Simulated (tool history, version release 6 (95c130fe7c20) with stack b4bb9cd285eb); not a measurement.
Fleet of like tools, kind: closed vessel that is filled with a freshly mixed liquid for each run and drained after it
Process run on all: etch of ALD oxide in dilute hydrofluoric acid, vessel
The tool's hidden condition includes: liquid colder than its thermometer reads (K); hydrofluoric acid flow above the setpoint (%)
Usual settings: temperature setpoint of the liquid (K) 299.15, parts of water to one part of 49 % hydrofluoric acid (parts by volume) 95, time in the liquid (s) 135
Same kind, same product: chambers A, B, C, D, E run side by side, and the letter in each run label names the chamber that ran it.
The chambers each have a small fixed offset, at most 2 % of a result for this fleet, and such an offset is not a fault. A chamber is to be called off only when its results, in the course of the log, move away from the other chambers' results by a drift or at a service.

run   hour  temperature setpoint of the liquid (K)  parts of water to one part of 49 % hydrofluoric acid (parts by volume)  time in the liquid (s)  hours since the thermometer was replaced  hours since the hydrofluoric acid flow meter was replaced  read-back film thickness of the ALD oxide reference wafer, read on the same gauge (nm)  thickness taken off the ALD oxide on a monitor wafer (angstrom)
       5.7  -- chamber A: thermometer replaced
 1E    7.9                                  299.15                                                                      95                     135                                     352.7                                                      314.7                                                                                  140.01                                                           220.98
 2D   21.5                                  299.15                                                                      95                     135                                      94.3                                                     1181.9                                                                                  140.01                                                           217.23
 3B   34.0                                  299.15                                                                      95                     135                                     363.2                                                     1202.5                                                                                  140.02                                                           220.41
 4A   46.6                                  299.15                                                                      95                     135                                      40.9                                                     1446.9                                                                                  140.01                                                           224.89
 5C   54.4                                  299.15                                                                      95                     135                                     481.8                                                     2015.5                                                                                  139.98                                                           216.88
 6A   62.3                                  299.15                                                                      95                     135                                      56.6                                                     1462.6                                                                                  140.00                                                           222.63
 7C   70.1                                  299.15                                                                      95                     135                                     497.5                                                     2031.2                                                                                  139.98                                                           217.38
 8E   83.5                                  299.15                                                                      95                     135                                     428.3                                                      390.3                                                                                  140.00                                                           220.30
      92.0  -- chamber C: hydrofluoric acid flow meter replaced
 9D   92.1                                  299.15                                                                      95                     135                                     164.9                                                     1252.5                                                                                  139.98                                                           218.14
10B  101.6                                  299.15                                                                      95                     135                                     430.8                                                     1270.1                                                                                  140.01                                                           219.41
11E  116.4                                  299.15                                                                      95                     135                                     461.2                                                      423.2                                                                                  140.03                                                           220.31
12A  128.9                                  299.15                                                                      95                     135                                     123.2                                                     1529.2                                                                                  139.97                                                           222.92
13D  136.0                                  299.15                                                                     115                     165                                     208.8                                                     1296.4                                                                                  139.99                                                           216.71
14B  144.2                                  299.15                                                                     115                     165                                     473.4                                                     1312.7                                                                                  140.02                                                           214.23
15C  152.3                                  299.15                                                                     115                     165                                     579.7                                                       60.3                                                                                  139.99                                                           215.02
16A  165.3                                  299.15                                                                     115                     165                                     159.6                                                     1565.6                                                                                  139.98                                                           221.24
17C  173.9                                  299.15                                                                     115                     165                                     601.3                                                       81.9                                                                                  140.02                                                           214.83
18B  182.7                                  299.15                                                                      95                     135                                     511.9                                                     1351.2                                                                                  140.00                                                           219.42
19D  191.1                                  301.65                                                                     140                     135                                     263.9                                                     1351.5                                                                                  139.98                                                           154.45
20E  200.1                                  301.65                                                                     140                     135                                     544.9                                                      506.9                                                                                  140.00                                                           156.13
21A  214.3                                  301.65                                                                     140                     135                                     208.6                                                     1614.6                                                                                  139.98                                                           158.91
22D  224.9                                  301.65                                                                     140                     135                                     297.7                                                     1385.3                                                                                  139.99                                                           155.03
     226.8  -- chamber B: hydrofluoric acid flow meter replaced
23E  235.0                                  301.65                                                                     140                     135                                     579.8                                                      541.8                                                                                  139.99                                                           156.78
24B  243.2                                  299.15                                                                      95                     190                                     572.4                                                       16.4                                                                                  140.00                                                           307.10
25C  254.5                                  299.15                                                                      95                     190                                     681.9                                                      162.5                                                                                  140.00                                                           305.94
26A  265.8                                  299.15                                                                      95                     190                                     260.1                                                     1666.1                                                                                  140.02                                                           315.55
27C  272.2                                  299.15                                                                      95                     190                                     699.6                                                      180.2                                                                                  139.98                                                           307.52
28D  280.1                                  299.15                                                                      95                     190                                     352.9                                                     1440.5                                                                                  140.01                                                           308.01
29E  290.3                                  299.15                                                                      95                     135                                     635.1                                                      597.1                                                                                  140.00                                                           220.55
30B  301.3                                  299.15                                                                      95                     135                                     630.5                                                       74.5                                                                                  140.00                                                           218.40
31B  311.1                                  299.15                                                                      95                     135                                     640.3                                                       84.3                                                                                  140.00                                                           219.15
32C  324.9                                  299.15                                                                      95                     135                                     752.3                                                      232.9                                                                                  139.99                                                           217.55
33A  339.3                                  301.15                                                                     135                     135                                     333.6                                                     1739.6                                                                                  140.00                                                           162.53
34E  352.4                                  301.15                                                                     135                     135                                     697.2                                                      659.2                                                                                  140.03                                                           158.51
35D  359.3                                  301.15                                                                     135                     135                                     432.1                                                     1519.7                                                                                  140.01                                                           159.20
     371.7  -- chamber A: hydrofluoric acid flow meter replaced
36B  372.1                                  301.15                                                                     135                     135                                     701.3                                                      145.3                                                                                  140.01                                                           158.89
37E  381.5                                  301.15                                                                     135                     135                                     726.3                                                      688.3                                                                                  140.02                                                           160.22
38A  391.3                                  299.15                                                                      95                     135                                     385.6                                                       19.7                                                                                  140.02                                                           224.39

Predict what each chamber gives when all 5 of them run the settings below next.
39A  401.9                                  299.15                                                                      95                     135                                                                                                                                                                                                                                                             ?
39B  401.9                                  299.15                                                                      95                     135                                                                                                                                                                                                                                                             ?
39C  401.9                                  299.15                                                                      95                     135                                                                                                                                                                                                                                                             ?
39D  401.9                                  299.15                                                                      95                     135                                                                                                                                                                                                                                                             ?
39E  401.9                                  299.15                                                                      95                     135                                                                                                                                                                                                                                                             ?

run  thickness taken off the ALD oxide on a monitor wafer (angstrom)
39A                                                           224.04
39B                                                           219.16
39C                                                           218.21
39D                                                           219.86
39E                                                           218.57
